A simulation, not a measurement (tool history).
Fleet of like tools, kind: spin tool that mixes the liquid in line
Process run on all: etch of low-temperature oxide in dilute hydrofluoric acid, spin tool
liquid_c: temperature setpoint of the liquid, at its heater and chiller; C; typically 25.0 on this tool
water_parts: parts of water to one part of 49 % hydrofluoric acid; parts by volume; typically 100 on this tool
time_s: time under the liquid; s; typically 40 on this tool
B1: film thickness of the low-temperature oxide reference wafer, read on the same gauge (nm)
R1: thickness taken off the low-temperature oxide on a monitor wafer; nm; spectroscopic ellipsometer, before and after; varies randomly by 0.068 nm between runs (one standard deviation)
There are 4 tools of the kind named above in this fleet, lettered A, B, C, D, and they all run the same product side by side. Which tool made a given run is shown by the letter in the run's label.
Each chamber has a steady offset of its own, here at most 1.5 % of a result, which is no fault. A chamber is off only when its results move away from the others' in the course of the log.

run 1B hour=7.6 | liquid_c=25.0 water_parts=100 time_s=40 | B1=79.997 | R1=11.2910
run 2A hour=13.1 | liquid_c=25.0 water_parts=100 time_s=40 | B1=79.986 | R1=11.3760
run 3C hour=20.1 | liquid_c=25.0 water_parts=100 time_s=40 | B1=80.069 | R1=11.2080
run 4D hour=25.4 | liquid_c=25.0 water_parts=100 time_s=40 | B1=80.044 | R1=11.4370
run 5D hour=32.3 | liquid_c=25.0 water_parts=100 time_s=25 | B1=79.974 | R1=7.0446
run 6C hour=38.9 | liquid_c=25.0 water_parts=100 time_s=25 | B1=79.971 | R1=7.0148
run 7A hour=45.6 | liquid_c=25.0 water_parts=100 time_s=25 | B1=80.008 | R1=7.0124
run 8B hour=54.1 | liquid_c=25.0 water_parts=100 time_s=25 | B1=80.036 | R1=7.1197
-- hour=59.7 chamber C: thermometer replaced
run 9D hour=61.9 | liquid_c=25.0 water_parts=100 time_s=40 | B1=80.012 | R1=11.3940
run 10C hour=69.3 | liquid_c=25.0 water_parts=100 time_s=40 | B1=80.014 | R1=11.0630
run 11A hour=75.1 | liquid_c=25.0 water_parts=100 time_s=40 | B1=79.982 | R1=11.2940
run 12B hour=84.9 | liquid_c=25.0 water_parts=100 time_s=40 | B1=79.977 | R1=11.5570
run 13C hour=91.6 | liquid_c=25.0 water_parts=145 time_s=15 | B1=79.987 | R1=2.7147
run 14A hour=97.9 | liquid_c=25.0 water_parts=145 time_s=15 | B1=79.983 | R1=2.7648
run 15B hour=103.2 | liquid_c=25.0 water_parts=145 time_s=15 | B1=79.998 | R1=2.8106
run 16D hour=113.2 | liquid_c=25.0 water_parts=145 time_s=15 | B1=79.964 | R1=2.7773
run 17A hour=124.0 | liquid_c=25.0 water_parts=100 time_s=40 | B1=79.992 | R1=11.3280
run 18C hour=130.4 | liquid_c=25.0 water_parts=100 time_s=40 | B1=80.053 | R1=11.0880
run 19D hour=137.6 | liquid_c=25.0 water_parts=100 time_s=40 | B1=79.950 | R1=11.3870
run 20B hour=144.5 | liquid_c=25.0 water_parts=100 time_s=40 | B1=79.980 | R1=11.5200
-- hour=146.9 chamber A: thermometer replaced
run 21A hour=153.3 | liquid_c=25.0 water_parts=100 time_s=40 | B1=80.002 | R1=11.2670
run 22C hour=162.8 | liquid_c=22.0 water_parts=100 time_s=40 | B1=80.014 | R1=9.8086
run 23D hour=173.4 | liquid_c=22.0 water_parts=100 time_s=40 | B1=80.031 | R1=10.0790
run 24B hour=183.1 | liquid_c=22.0 water_parts=100 time_s=40 | B1=79.978 | R1=10.2500
run 25B hour=190.4 | liquid_c=22.0 water_parts=100 time_s=40 | B1=80.023 | R1=10.3180
run 26D hour=198.6 | liquid_c=21.5 water_parts=100 time_s=40 | B1=80.014 | R1=9.8072
run 27A hour=209.4 | liquid_c=21.5 water_parts=100 time_s=40 | B1=80.004 | R1=9.8615
run 28C hour=216.2 | liquid_c=21.5 water_parts=100 time_s=40 | B1=79.994 | R1=9.6442
run 29C hour=221.5 | liquid_c=21.5 water_parts=100 time_s=40 | B1=80.039 | R1=9.5721
run 30B hour=226.4 | liquid_c=25.0 water_parts=100 time_s=40 | B1=80.010 | R1=11.7760
run 31A hour=235.3 | liquid_c=25.0 water_parts=100 time_s=40 | B1=79.999 | R1=11.2920
run 32D hour=242.2 | liquid_c=25.0 water_parts=100 time_s=40 | B1=79.985 | R1=11.3780
run 33D hour=246.9 | liquid_c=25.0 water_parts=100 time_s=40 | B1=79.980 | R1=11.3500
run 34B hour=255.0 | liquid_c=25.0 water_parts=100 time_s=40 | B1=80.008 | R1=11.8630

Next, every chamber runs the same settings. What will each give?
run 35A hour=262.8 | liquid_c=25.0 water_parts=60 time_s=40 | R1=?
run 35B hour=262.8 | liquid_c=25.0 water_parts=60 time_s=40 | R1=?
run 35C hour=262.8 | liquid_c=25.0 water_parts=60 time_s=40 | R1=?
run 35D hour=262.8 | liquid_c=25.0 water_parts=60 time_s=40 | R1=?

run=35A R1=19.6820
run=35B R1=20.8230
run=35C R1=19.9360
run=35D R1=20.1410
